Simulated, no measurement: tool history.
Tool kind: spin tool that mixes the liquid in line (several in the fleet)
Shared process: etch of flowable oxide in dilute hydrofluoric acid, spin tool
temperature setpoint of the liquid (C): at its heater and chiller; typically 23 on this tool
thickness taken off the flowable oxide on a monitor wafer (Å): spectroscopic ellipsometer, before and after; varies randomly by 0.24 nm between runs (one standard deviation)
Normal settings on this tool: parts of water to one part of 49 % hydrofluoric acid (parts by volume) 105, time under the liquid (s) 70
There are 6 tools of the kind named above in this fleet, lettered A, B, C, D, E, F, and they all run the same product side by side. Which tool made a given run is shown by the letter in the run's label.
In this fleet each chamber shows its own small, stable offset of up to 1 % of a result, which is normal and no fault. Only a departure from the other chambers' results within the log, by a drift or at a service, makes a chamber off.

run   hour  temperature setpoint of the liquid (C)  parts of water to one part of 49 % hydrofluoric acid (parts by volume)  time under the liquid (s)  read-back film thickness of the flowable oxide reference wafer, read on the same gauge (nm)  thickness taken off the flowable oxide on a monitor wafer (Å)
 1A   11.1                                      23                                                                     105                         70                                                                                       90.020                                                         289.16
 2E   25.8                                      23                                                                     105                         70                                                                                       90.017                                                         282.03
 3B   34.4                                      23                                                                     105                         70                                                                                       89.968                                                         292.68
 4F   48.2                                      23                                                                     105                         70                                                                                       89.981                                                         290.85
 5D   56.6                                      23                                                                     105                         70                                                                                       89.970                                                         285.21
 6C   67.1                                      23                                                                     105                         70                                                                                       90.020                                                         287.44
 7A   76.2                                      23                                                                     105                         70                                                                                       89.977                                                         287.84
 8D   91.2                                      23                                                                     105                         70                                                                                       89.981                                                         283.69
 9E   98.4                                      23                                                                     105                         70                                                                                       89.995                                                         288.29
10C  107.9                                      23                                                                     105                         70                                                                                       90.020                                                         289.08
11B  118.2                                      23                                                                     105                         70                                                                                       90.024                                                         290.92
12F  130.4                                      23                                                                     105                         70                                                                                       90.023                                                         290.48
13D  139.9                                      23                                                                     105                         70                                                                                       89.999                                                         286.20
14F  154.0                                      23                                                                     105                         70                                                                                       90.003                                                         286.36
15B  169.8                                      23                                                                     105                         70                                                                                       90.011                                                         284.36
16A  176.9                                      23                                                                     105                         70                                                                                       90.006                                                         286.80
17E  185.9                                      23                                                                     105                         70                                                                                       90.023                                                         285.18
18C  199.1                                      23                                                                     105                         70                                                                                       89.997                                                         287.85
19B  214.6                                      23                                                                     105                         70                                                                                       89.966                                                         289.55
20A  222.9                                      23                                                                     105                         70                                                                                       90.018                                                         285.70
21F  232.6                                      23                                                                     105                         70                                                                                       90.015                                                         300.73
22C  240.0                                      23                                                                     105                         70                                                                                       90.001                                                         292.12
     243.4  -- chamber F: hydrofluoric acid flow meter replaced
23D  251.0                                      23                                                                     105                         70                                                                                       90.001                                                         285.24
24E  265.1                                      23                                                                     105                         70                                                                                       90.010                                                         288.11
     267.3  -- chamber E: hydrofluoric acid flow meter replaced
25F  280.1                                      23                                                                      85                         95                                                                                       90.014                                                         521.97
26A  292.0                                      23                                                                      85                         95                                                                                       89.991                                                         492.72
27E  299.8                                      23                                                                      85                         95                                                                                       89.989                                                         496.40
28C  311.2                                      23                                                                      85                         95                                                                                       89.972                                                         493.56
29B  319.5                                      23                                                                      85                         95                                                                                       89.996                                                         498.00
30D  328.5                                      23                                                                      85                         95                                                                                       89.997                                                         492.88
31F  336.7                                      23                                                                     105                         70                                                                                       89.983                                                         308.31
32D  352.6                                      23                                                                     105                         70                                                                                       90.000                                                         285.34
33E  359.8                                      23                                                                     105                         70                                                                                       89.955                                                         284.97
34C  369.3                                      26                                                                     105                         70                                                                                       89.979                                                         326.35
35B  380.7                                      26                                                                     105                         70                                                                                       90.025                                                         315.89
36A  394.9                                      26                                                                     105                         70                                                                                       89.980                                                         326.29
37F  410.2                                      26                                                                     105                         70                                                                                       90.011                                                         352.71

Which is it: a chamber that has drifted or been left off by a service, a gauge drift common to all chambers, or only each chamber's usual small offset? If a chamber is off, name it and its likeliest cause.

One chamber, F, drifts off from the rest bit by bit.
Most likely cause: liquid hotter than its thermometer reads (K) = 2.06.

Chamber F could run next with any of the 4 candidate recipes listed below; each alters the usual settings, and their results appear as question marks. Which one brings its results back in line with what the other chambers deliver on the usual settings?
Allowed miss from the other chambers' usual-settings mean, per result, to count as in line: thickness taken off the flowable oxide on a monitor wafer (Å) 8.30
38F-1  421.6                                    23.0                                                                     115                         70                                                                                                                                                           ?
38F-2  421.6                                    23.5                                                                     105                         75                                                                                                                                                           ?
38F-3  421.6                                    27.5                                                                     105                         70                                                                                                                                                           ?
38F-4  421.6                                    18.5                                                                     105                         70                                                                                                                                                           ?

Other chambers, usual settings, mean: thickness taken off the flowable oxide on a monitor wafer (Å) 287.09
  run  thickness taken off the flowable oxide on a monitor wafer (Å)
38F-1                                                         284.23
38F-2                                                         344.05
38F-3                                                         374.96
38F-4                                                         262.30
38F-1 is the one that brings the chamber's results back in line with the other chambers.

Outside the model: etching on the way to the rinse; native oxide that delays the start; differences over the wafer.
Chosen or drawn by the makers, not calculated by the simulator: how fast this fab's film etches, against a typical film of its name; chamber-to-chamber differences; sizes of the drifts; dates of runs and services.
